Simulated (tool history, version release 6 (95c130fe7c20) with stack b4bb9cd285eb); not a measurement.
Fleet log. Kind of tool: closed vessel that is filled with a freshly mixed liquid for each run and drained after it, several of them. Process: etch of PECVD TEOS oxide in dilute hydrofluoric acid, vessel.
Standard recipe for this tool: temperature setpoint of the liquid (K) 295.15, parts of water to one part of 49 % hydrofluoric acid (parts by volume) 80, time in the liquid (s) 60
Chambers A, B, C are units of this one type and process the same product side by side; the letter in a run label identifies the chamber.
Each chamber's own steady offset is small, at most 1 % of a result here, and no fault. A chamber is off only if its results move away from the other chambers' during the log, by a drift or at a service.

run,hour,temperature setpoint of the liquid (K),parts of water to one part of 49 % hydrofluoric acid (parts by volume),time in the liquid (s),hours since the thermometer was replaced,hours since the hydrofluoric acid flow meter was replaced,"read-back film thickness of the PECVD TEOS oxide reference wafer, read on the same gauge (nm)",thickness taken off the PECVD TEOS oxide on a monitor wafer (angstrom)
1B,2.7,295.15,80,60,352.4,86.7,129.99,132.88
2C,7.1,295.15,80,60,1519.1,134,130.01,134.46
3A,9.9,295.15,80,60,880.7,393.4,130,133
4C,12.6,295.15,80,60,1524.6,139.5,130,134.01
5A,17.3,292.65,80,60,888.1,400.8,130.01,121.77
6B,21.8,292.65,80,60,371.5,105.8,130,121.05
7A,24.3,292.65,80,60,895.1,407.8,129.98,122.56
8B,29.5,295.15,80,60,379.2,113.5,130,133.16
9C,32.8,291.15,80,60,1544.8,159.7,129.99,114.12
10A,37.6,291.15,80,60,908.4,421.1,130,115.53
11C,42.8,291.15,80,60,1554.8,169.7,130.02,113.9
12B,46.7,295.15,80,60,396.4,130.7,130.02,133.07
13A,49.7,295.15,80,60,920.5,433.2,130.01,137.67
14C,54.9,295.15,80,60,1566.9,181.8,130.01,134.88
15B,59,295.15,80,75,408.7,143,130.02,168.48
16B,62.7,295.15,80,75,412.4,146.7,130,166.9
17C,65.2,295.15,80,75,1577.2,192.1,129.98,169.2
18A,68.6,298.15,80,40,939.4,452.1,129.98,105.17
19A,72.8,298.15,80,40,943.6,456.3,130.01,105.47
20C,76,298.15,80,40,1588,202.9,129.97,100.14
21B,78.2,297.15,80,60,427.9,162.2,130.02,145.07
22A,81.6,297.15,80,60,952.4,465.1,130.03,153.35

The same settings go to every chamber for the next run, one line per chamber below. Forecast the results for each:
23A,85.3,295.15,80,35,,,,?
23B,85.3,295.15,80,35,,,,?
23C,85.3,295.15,80,35,,,,?

run,thickness taken off the PECVD TEOS oxide on a monitor wafer (angstrom)
23A,82.943
23B,77.91
23C,79.084
